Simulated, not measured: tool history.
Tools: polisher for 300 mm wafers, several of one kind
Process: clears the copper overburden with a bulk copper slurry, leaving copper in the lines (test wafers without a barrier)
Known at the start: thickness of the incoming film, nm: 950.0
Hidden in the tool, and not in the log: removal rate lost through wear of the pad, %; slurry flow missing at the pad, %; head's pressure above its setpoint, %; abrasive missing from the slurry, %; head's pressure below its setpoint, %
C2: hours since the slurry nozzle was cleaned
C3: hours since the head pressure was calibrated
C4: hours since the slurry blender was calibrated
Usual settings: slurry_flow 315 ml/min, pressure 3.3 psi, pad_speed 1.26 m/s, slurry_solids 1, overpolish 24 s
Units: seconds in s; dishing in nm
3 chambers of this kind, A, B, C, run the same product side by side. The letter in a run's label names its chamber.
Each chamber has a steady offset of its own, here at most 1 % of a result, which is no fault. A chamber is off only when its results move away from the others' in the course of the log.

Run 1B, hour 8.2: usual settings; wafers polished on this pad 689; C2 423.8; C3 1207.4; C4 67.6. Result: seconds 71.029 s, dishing 103.390 nm.
Run 2A, hour 15.5: usual settings; wafers polished on this pad 1034; C2 88.6; C3 656.1; C4 51.6. Result: seconds 71.394 s, dishing 106.980 nm.
At hour 18.3: chamber B: worn pad replaced by a new one.
Run 3C, hour 24.4: usual settings; wafers polished on this pad 1148; C2 688.6; C3 259.3; C4 191.3. Result: seconds 71.537 s, dishing 102.640 nm.
Run 4C, hour 31.0: usual settings; wafers polished on this pad 1184; C2 695.2; C3 265.9; C4 197.9. Result: seconds 73.656 s, dishing 106.510 nm.
At hour 33.1: chamber A: worn pad replaced by a new one.
Run 5A, hour 35.6: usual settings; wafers polished on this pad 13; C2 108.7; C3 676.2; C4 71.7. Result: seconds 71.358 s, dishing 105.280 nm.
Run 6B, hour 41.5: usual settings; wafers polished on this pad 126; C2 457.1; C3 1240.7; C4 100.9. Result: seconds 72.587 s, dishing 102.600 nm.
Run 7A, hour 46.5: usual settings; wafers polished on this pad 73; C2 119.6; C3 687.1; C4 82.6. Result: seconds 71.983 s, dishing 105.330 nm.
Run 8B, hour 51.8: usual settings; wafers polished on this pad 183; C2 467.4; C3 1251.0; C4 111.2. Result: seconds 71.794 s, dishing 108.230 nm.
Run 9C, hour 59.1: usual settings; wafers polished on this pad 1337; C2 723.3; C3 294.0; C4 226.0. Result: seconds 73.982 s, dishing 101.940 nm.
At hour 64.8: chamber C: slurry nozzle cleaned.
At hour 65.8: chamber C: worn pad replaced by a new one.
Run 10B, hour 67.2: usual settings; wafers polished on this pad 267; C2 482.8; C3 1266.4; C4 126.6. Result: seconds 71.725 s, dishing 105.410 nm.
Run 11A, hour 74.4: usual settings; wafers polished on this pad 225; C2 147.5; C3 715.0; C4 110.5. Result: seconds 70.634 s, dishing 105.070 nm.
Run 12C, hour 80.4: usual settings but pressure 2.5 psi, pad_speed 1.64 m/s; wafers polished on this pad 80; C2 15.7; C3 315.3; C4 247.3. Result: seconds 76.246 s, dishing 101.360 nm.
Run 13C, hour 85.4: usual settings but pressure 2.5 psi, pad_speed 1.64 m/s; wafers polished on this pad 107; C2 20.7; C3 320.3; C4 252.3. Result: seconds 73.826 s, dishing 99.022 nm.
Run 14B, hour 91.8: usual settings but pressure 2.5 psi, pad_speed 1.64 m/s; wafers polished on this pad 401; C2 507.4; C3 1291.0; C4 151.2. Result: seconds 71.952 s, dishing 96.649 nm.
At hour 94.7: chamber B: head pressure recalibrated.
Run 15A, hour 99.7: usual settings; wafers polished on this pad 363; C2 172.8; C3 740.3; C4 135.8. Result: seconds 71.230 s, dishing 106.930 nm.
Run 16A, hour 106.2: usual settings; wafers polished on this pad 399; C2 179.3; C3 746.8; C4 142.3. Result: seconds 70.520 s, dishing 105.570 nm.
Run 17C, hour 112.5: usual settings; wafers polished on this pad 255; C2 47.8; C3 347.4; C4 279.4. Result: seconds 75.460 s, dishing 104.200 nm.
Run 18B, hour 117.4: usual settings; wafers polished on this pad 541; C2 533.0; C3 22.8; C4 176.8. Result: seconds 73.128 s, dishing 106.610 nm.
Run 19C, hour 123.3: usual settings but slurry_flow 245 ml/min; wafers polished on this pad 314; C2 58.6; C3 358.2; C4 290.2. Result: seconds 79.427 s, dishing 101.640 nm.
Run 20A, hour 130.7: usual settings but slurry_flow 245 ml/min; wafers polished on this pad 533; C2 203.8; C3 771.3; C4 166.8. Result: seconds 73.585 s, dishing 104.440 nm.
Run 21B, hour 137.4: usual settings but slurry_flow 245 ml/min; wafers polished on this pad 650; C2 553.0; C3 42.8; C4 196.8. Result: seconds 73.299 s, dishing 103.640 nm.
Run 22B, hour 141.8: usual settings but slurry_flow 260 ml/min; wafers polished on this pad 674; C2 557.4; C3 47.2; C4 201.2. Result: seconds 73.399 s, dishing 104.030 nm.
Run 23C, hour 147.7: usual settings but slurry_flow 260 ml/min; wafers polished on this pad 447; C2 83.0; C3 382.6; C4 314.6. Result: seconds 79.936 s, dishing 101.710 nm.
Run 24A, hour 155.1: usual settings but slurry_flow 260 ml/min; wafers polished on this pad 666; C2 228.2; C3 795.7; C4 191.2. Result: seconds 72.932 s, dishing 100.780 nm.
At hour 156.7: chamber B: worn pad replaced by a new one.
Run 25C, hour 161.7: usual settings; wafers polished on this pad 523; C2 97.0; C3 396.6; C4 328.6. Result: seconds 77.311 s, dishing 101.130 nm.
Run 26A, hour 166.9: usual settings; wafers polished on this pad 730; C2 240.0; C3 807.5; C4 203.0. Result: seconds 69.951 s, dishing 106.890 nm.
Run 27B, hour 173.0: usual settings; wafers polished on this pad 89; C2 588.6; C3 78.4; C4 232.4. Result: seconds 71.939 s, dishing 104.420 nm.
At hour 176.8: chamber B: slurry blender recalibrated.
Run 28B, hour 181.3: usual settings; wafers polished on this pad 134; C2 596.9; C3 86.7; C4 4.5. Result: seconds 70.714 s, dishing 105.590 nm.
Run 29C, hour 189.1: usual settings; wafers polished on this pad 673; C2 124.4; C3 424.0; C4 356.0. Result: seconds 82.325 s, dishing 99.424 nm.

Next, every chamber runs the same settings. What will each give?
Run 30A, hour 196.0: usual settings but overpolish 15 s. Result: seconds ?, dishing ?.
Run 30B, hour 196.0: usual settings but overpolish 15 s. Result: seconds ?, dishing ?.
Run 30C, hour 196.0: usual settings but overpolish 15 s. Result: seconds ?, dishing ?.

run  seconds  dishing
30A   70.715   87.667
30B   71.076   88.886
30C   80.994   81.302

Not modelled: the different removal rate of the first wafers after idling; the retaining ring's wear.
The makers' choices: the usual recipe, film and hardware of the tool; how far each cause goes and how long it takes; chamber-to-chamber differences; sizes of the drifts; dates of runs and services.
